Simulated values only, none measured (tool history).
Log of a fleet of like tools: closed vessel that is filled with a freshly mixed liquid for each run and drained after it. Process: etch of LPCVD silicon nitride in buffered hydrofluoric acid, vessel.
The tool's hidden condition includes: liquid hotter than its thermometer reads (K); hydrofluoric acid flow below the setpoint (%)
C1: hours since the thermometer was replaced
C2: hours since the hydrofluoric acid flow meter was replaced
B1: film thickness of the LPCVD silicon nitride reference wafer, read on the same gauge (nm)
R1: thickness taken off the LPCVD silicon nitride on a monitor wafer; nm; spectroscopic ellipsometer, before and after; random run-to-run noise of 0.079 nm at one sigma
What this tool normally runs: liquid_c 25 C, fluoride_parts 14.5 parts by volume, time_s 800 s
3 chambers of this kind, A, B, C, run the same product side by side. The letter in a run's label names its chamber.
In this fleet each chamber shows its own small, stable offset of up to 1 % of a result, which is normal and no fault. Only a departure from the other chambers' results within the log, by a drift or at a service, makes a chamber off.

run 1C hour=8.4 | liquid_c=25 fluoride_parts=14.5 time_s=800 | C1=518.4 C2=1194.5 | B1=150.00 | R1=8.9248
run 2B hour=21.1 | liquid_c=25 fluoride_parts=14.5 time_s=800 | C1=417.5 C2=1303.3 | B1=150.00 | R1=9.1594
run 3A hour=33.0 | liquid_c=25 fluoride_parts=14.5 time_s=800 | C1=836.4 C2=844.9 | B1=150.01 | R1=8.8468
run 4C hour=44.0 | liquid_c=25 fluoride_parts=14.5 time_s=800 | C1=554.0 C2=1230.1 | B1=149.97 | R1=8.9323
run 5A hour=53.7 | liquid_c=25 fluoride_parts=14.5 time_s=800 | C1=857.1 C2=865.6 | B1=149.96 | R1=8.9930
run 6B hour=63.0 | liquid_c=25 fluoride_parts=14.5 time_s=800 | C1=459.4 C2=1345.2 | B1=150.01 | R1=9.0333
-- hour=72.2 chamber A: thermometer replaced
run 7C hour=74.6 | liquid_c=25 fluoride_parts=14.5 time_s=800 | C1=584.6 C2=1260.7 | B1=149.98 | R1=8.7916
run 8A hour=83.6 | liquid_c=25 fluoride_parts=14.5 time_s=800 | C1=11.4 C2=895.5 | B1=149.94 | R1=8.9523
run 9B hour=93.5 | liquid_c=25 fluoride_parts=14.5 time_s=800 | C1=489.9 C2=1375.7 | B1=149.98 | R1=8.9376
run 10B hour=99.3 | liquid_c=25 fluoride_parts=14.5 time_s=800 | C1=495.7 C2=1381.5 | B1=149.98 | R1=8.8748
run 11A hour=105.7 | liquid_c=25 fluoride_parts=14.5 time_s=800 | C1=33.5 C2=917.6 | B1=149.93 | R1=9.0673
run 12C hour=116.7 | liquid_c=25 fluoride_parts=14.5 time_s=800 | C1=626.7 C2=1302.8 | B1=150.08 | R1=8.9530
run 13C hour=127.5 | liquid_c=25 fluoride_parts=14.5 time_s=800 | C1=637.5 C2=1313.6 | B1=149.99 | R1=8.8855
run 14B hour=139.3 | liquid_c=25 fluoride_parts=14.5 time_s=800 | C1=535.7 C2=1421.5 | B1=149.97 | R1=8.6005
run 15A hour=148.9 | liquid_c=25 fluoride_parts=14.5 time_s=800 | C1=76.7 C2=960.8 | B1=150.01 | R1=8.9895
run 16B hour=154.7 | liquid_c=25 fluoride_parts=14.5 time_s=995 | C1=551.1 C2=1436.9 | B1=150.01 | R1=10.6400
run 17A hour=165.5 | liquid_c=25 fluoride_parts=14.5 time_s=995 | C1=93.3 C2=977.4 | B1=149.99 | R1=11.0220
run 18C hour=177.2 | liquid_c=25 fluoride_parts=14.5 time_s=995 | C1=687.2 C2=1363.3 | B1=150.03 | R1=11.3040
run 19C hour=184.6 | liquid_c=25 fluoride_parts=14.5 time_s=800 | C1=694.6 C2=1370.7 | B1=150.03 | R1=9.1134
run 20B hour=194.0 | liquid_c=25 fluoride_parts=14.5 time_s=800 | C1=590.4 C2=1476.2 | B1=149.96 | R1=8.2868
run 21A hour=204.5 | liquid_c=25 fluoride_parts=14.5 time_s=800 | C1=132.3 C2=1016.4 | B1=149.96 | R1=9.0522

Is one chamber out of step, is the gauge drifting, or do the chambers differ by no more than their own small offsets? For an off chamber, give its letter and the likeliest cause.

It is chamber B that slowly wanders off from its peers.
Most likely cause: hydrofluoric acid flow below the setpoint (%) = 9.36.
The log might look much the same if the cause were instead: liquid colder than its thermometer reads (K).

Which of the 4 candidates below, each the usual settings with something changed and its results left as question marks, puts chamber B back in line with what the other chambers give on the usual settings?
Allowed miss from the other chambers' usual-settings mean, per result, to count as in line: R1 0.2700 nm
run 22B-1 hour=213.6 | liquid_c=28.0 fluoride_parts=14.5 time_s=800 | R1=?
run 22B-2 hour=213.6 | liquid_c=24.5 fluoride_parts=14.5 time_s=700 | R1=?
run 22B-3 hour=213.6 | liquid_c=25.0 fluoride_parts=14.0 time_s=845 | R1=?
run 22B-4 hour=213.6 | liquid_c=25.0 fluoride_parts=14.5 time_s=735 | R1=?

Other chambers, usual settings, mean: R1 8.9720 nm
run=22B-1 R1=9.7393
run=22B-2 R1=7.0500
run=22B-3 R1=9.0504
run=22B-4 R1=7.6066
The answer is 22B-3, which returns the chamber to within the allowed miss of the others.
